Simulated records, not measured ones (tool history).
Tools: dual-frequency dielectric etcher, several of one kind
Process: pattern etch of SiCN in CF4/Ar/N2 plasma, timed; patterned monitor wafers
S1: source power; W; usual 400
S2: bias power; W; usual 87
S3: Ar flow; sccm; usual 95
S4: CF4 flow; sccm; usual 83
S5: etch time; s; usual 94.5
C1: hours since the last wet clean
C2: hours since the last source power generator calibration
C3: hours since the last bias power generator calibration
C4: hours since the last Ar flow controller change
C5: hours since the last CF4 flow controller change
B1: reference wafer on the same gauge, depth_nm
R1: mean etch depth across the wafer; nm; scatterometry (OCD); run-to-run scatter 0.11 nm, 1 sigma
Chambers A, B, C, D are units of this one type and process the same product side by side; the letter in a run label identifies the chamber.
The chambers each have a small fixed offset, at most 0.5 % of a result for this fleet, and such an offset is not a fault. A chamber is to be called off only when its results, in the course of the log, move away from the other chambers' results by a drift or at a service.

run,day,S1,S2,S3,S4,S5,C1,C2,C3,C4,C5,B1,R1
1C,0.45,400,87,95,83,94.5,247,216.8,339.7,3429.5,2890.4,96.627,80.764
2D,0.883,400,87,95,83,94.5,391.1,3209.5,3172,39.6,2777.7,96.628,80.752
3B,1.092,400,87,95,83,94.5,55.8,994.2,2998,77.1,4698.8,96.661,80.977
# day 1.371: chamber D: bias power generator calibrated
4A,1.388,400,87,95,83,94.5,200.4,955.8,755.1,3717.1,263.9,96.643,81.085
5D,1.7,400,87,95,83,94.5,410.7,3229.1,7.9,59.2,2797.3,96.671,80.555
# day 1.767: chamber C: Ar flow controller replaced
6C,1.954,400,87,95,83,94.5,283.1,252.9,375.8,4.5,2926.5,96.695,80.731
7A,2.196,400,87,95,83,94.5,219.8,975.2,774.5,3736.5,283.3,96.674,81.035
8B,2.496,400,87,95,83,94.5,89.5,1027.9,3031.7,110.8,4732.5,96.696,81.275
9D,2.729,400,87,95,83,94.5,435.4,3253.8,32.6,83.9,2822,96.722,80.767
10C,2.954,320,87,86,83,94.5,307.1,276.9,399.8,28.5,2950.5,96.743,67.424
11B,3.412,320,87,86,83,94.5,111.5,1049.9,3053.7,132.8,4754.5,96.745,67.818
12A,3.638,320,87,86,83,94.5,254.4,1009.8,809.1,3771.1,317.9,96.727,67.647
13C,3.929,320,87,86,83,94.5,330.5,300.3,423.2,51.9,2973.9,96.773,67.47
14D,4.325,400,87,95,83,94.5,473.7,3292.1,70.9,122.2,2860.3,96.732,80.643
15A,4.746,400,87,115,83,94.5,281,1036.4,835.7,3797.7,344.5,96.819,79.267
16B,5.167,400,87,115,83,94.5,153.6,1092,3095.8,174.9,4796.6,96.802,79.243
17B,5.6,400,87,115,83,94.5,164,1102.4,3106.2,185.3,4807,96.825,79.269
18D,5.971,400,87,115,83,94.5,513.2,3331.6,110.4,161.7,2899.8,96.873,78.802
19A,6.338,400,87,95,83,94.5,319.2,1074.6,873.9,3835.9,382.7,96.836,81.419
20C,6.683,400,87,95,83,94.5,396.6,366.4,489.3,118,3040,96.894,80.74
21C,6.912,400,87,95,83,94.5,402.1,371.9,494.8,123.5,3045.5,96.837,80.826
22D,7.379,400,87,95,83,94.5,547,3365.4,144.2,195.5,2933.6,96.903,80.697
# day 7.612: chamber D: wet clean of the chamber
23B,7.667,460,87,95,73,94.5,213.6,1152,3155.8,234.9,4856.6,96.916,90.229
# day 7.846: chamber C: wet clean of the chamber
24A,7.896,460,87,95,73,94.5,356.6,1112,911.3,3873.3,420.1,96.913,89.983
25C,8.338,460,87,95,73,94.5,11.8,406.1,529,157.7,3079.7,96.928,89.755
26D,8.546,460,87,95,73,94.5,22.5,3393.4,172.2,223.5,2961.6,96.941,89.647
27B,8.792,400,87,95,83,94.5,240.6,1179,3182.8,261.9,4883.6,96.961,81.667
28A,9.158,400,87,95,83,94.5,386.9,1142.3,941.6,3903.6,450.4,96.991,81.422
29C,9.6,400,87,95,83,94.5,42.1,436.4,559.3,188,3110,96.986,81.129
30B,9.962,400,87,95,83,94.5,268.7,1207.1,3210.9,290,4911.7,97.011,81.523
31A,10.238,400,87,95,83,94.5,412.8,1168.2,967.5,3929.5,476.3,97.037,81.37
32D,10.575,400,87,95,83,94.5,71.2,3442.1,220.9,272.2,3010.3,97.045,81
33A,10.954,400,87,95,83,94.5,430,1185.4,984.7,3946.7,493.5,97.055,81.457
34C,11.162,400,87,95,83,94.5,79.6,473.9,596.8,225.5,3147.5,97.063,80.941
35B,11.6,400,87,95,83,94.5,308,1246.4,3250.2,329.3,4951,97.044,81.433
36D,12.029,400,87,95,63,94.5,106.1,3477,255.8,307.1,3045.2,97.085,78.252
37C,12.367,400,87,95,63,94.5,108.5,502.8,625.7,254.4,3176.4,97.129,78.186
38D,12.633,400,87,95,63,94.5,120.6,3491.5,270.3,321.6,3059.7,97.118,77.985
39A,13.012,400,87,95,63,94.5,479.4,1234.8,1034.1,3996.1,542.9,97.126,78.659

Is one chamber off against the others, does the gauge drift, or is nothing wrong? If a chamber is off, say which, and what the likeliest cause is.

The gauge drifts, so all chambers seem to drift together. No chamber is off.
Likeliest cause: gauge reads high (%) = 0.56.
